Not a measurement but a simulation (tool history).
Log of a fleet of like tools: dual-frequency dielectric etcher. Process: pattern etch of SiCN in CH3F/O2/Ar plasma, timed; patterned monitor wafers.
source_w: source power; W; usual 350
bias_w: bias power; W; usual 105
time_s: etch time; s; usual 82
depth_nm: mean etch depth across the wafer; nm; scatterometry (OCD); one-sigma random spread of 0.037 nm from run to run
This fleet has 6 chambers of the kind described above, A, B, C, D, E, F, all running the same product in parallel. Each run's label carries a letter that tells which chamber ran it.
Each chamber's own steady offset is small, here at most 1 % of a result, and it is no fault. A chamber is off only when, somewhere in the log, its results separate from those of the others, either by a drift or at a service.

| run | hour | source_w | bias_w | time_s | read-back reference wafer on the same gauge, depth_nm | depth_nm |
|---|---|---|---|---|---|---|
| 1C | 8.7 | 350 | 105 | 82 | 33.300 | 33.483 |
| 2A | 17.5 | 350 | 105 | 82 | 33.297 | 33.710 |
| 3B | 33.4 | 350 | 105 | 82 | 33.285 | 33.412 |
| 4E | 46.3 | 350 | 105 | 82 | 33.286 | 33.833 |
| 5F | 57.3 | 350 | 105 | 82 | 33.281 | 33.607 |
| 6D | 71.7 | 350 | 105 | 82 | 33.278 | 33.499 |
| 7E | 80.3 | 350 | 105 | 82 | 33.272 | 33.882 |
| 8D | 93.4 | 350 | 105 | 82 | 33.268 | 33.488 |
| 9B | 109.0 | 350 | 105 | 82 | 33.269 | 33.414 |
| 10C | 117.9 | 350 | 105 | 82 | 33.253 | 33.469 |
| 11F | 131.8 | 350 | 105 | 82 | 33.253 | 33.568 |
| 12A | 144.8 | 350 | 105 | 82 | 33.253 | 33.667 |
|  | 148.9 | chamber B: wet clean of the chamber |
| 13B | 159.9 | 350 | 105 | 82 | 33.251 | 33.354 |
| 14F | 168.8 | 350 | 105 | 82 | 33.242 | 33.634 |
| 15E | 178.6 | 350 | 105 | 82 | 33.242 | 33.820 |
| 16A | 187.9 | 420 | 119 | 82 | 33.233 | 37.692 |
| 17D | 195.8 | 420 | 119 | 82 | 33.243 | 37.541 |
| 18C | 205.6 | 420 | 119 | 82 | 33.234 | 37.548 |
| 19A | 216.1 | 420 | 119 | 82 | 33.232 | 37.661 |
|  | 220.8 | chamber D: wet clean of the chamber |
| 20C | 229.0 | 420 | 119 | 82 | 33.224 | 37.530 |
|  | 238.0 | chamber F: wet clean of the chamber |
| 21D | 245.0 | 420 | 119 | 82 | 33.224 | 37.618 |
| 22F | 261.4 | 350 | 105 | 82 | 33.214 | 33.593 |
|  | 263.3 | chamber E: wet clean of the chamber |
| 23E | 277.4 | 350 | 105 | 82 | 33.208 | 33.817 |
| 24B | 286.3 | 350 | 105 | 82 | 33.204 | 33.293 |
| 25F | 302.3 | 350 | 105 | 82 | 33.198 | 33.470 |
| 26D | 317.7 | 350 | 105 | 82 | 33.200 | 33.407 |
| 27A | 331.8 | 350 | 105 | 82 | 33.192 | 33.554 |
| 28B | 339.5 | 350 | 105 | 82 | 33.191 | 33.280 |
| 29C | 353.4 | 350 | 105 | 82 | 33.178 | 33.370 |
| 30E | 360.8 | 350 | 105 | 82 | 33.183 | 33.803 |
| 31C | 375.5 | 350 | 105 | 82 | 33.185 | 33.343 |
| 32A | 383.6 | 350 | 105 | 82 | 33.183 | 33.589 |
| 33B | 396.6 | 350 | 114 | 82 | 33.166 | 34.332 |
| 34D | 412.8 | 350 | 114 | 82 | 33.157 | 34.462 |
| 35F | 422.1 | 350 | 114 | 82 | 33.169 | 34.539 |
| 36E | 432.6 | 350 | 114 | 82 | 33.161 | 34.788 |
| 37C | 441.4 | 350 | 114 | 82 | 33.148 | 34.360 |

What goes on in this fleet: one chamber off, a drifting gauge, or nothing beyond the chambers' own small offsets? Name the chamber and the cause, if any.

Every chamber seems to shift together because the gauge that measures them all drifts; the chambers themselves are fine.
Most likely cause: gauge reads low (%) = 0.448.

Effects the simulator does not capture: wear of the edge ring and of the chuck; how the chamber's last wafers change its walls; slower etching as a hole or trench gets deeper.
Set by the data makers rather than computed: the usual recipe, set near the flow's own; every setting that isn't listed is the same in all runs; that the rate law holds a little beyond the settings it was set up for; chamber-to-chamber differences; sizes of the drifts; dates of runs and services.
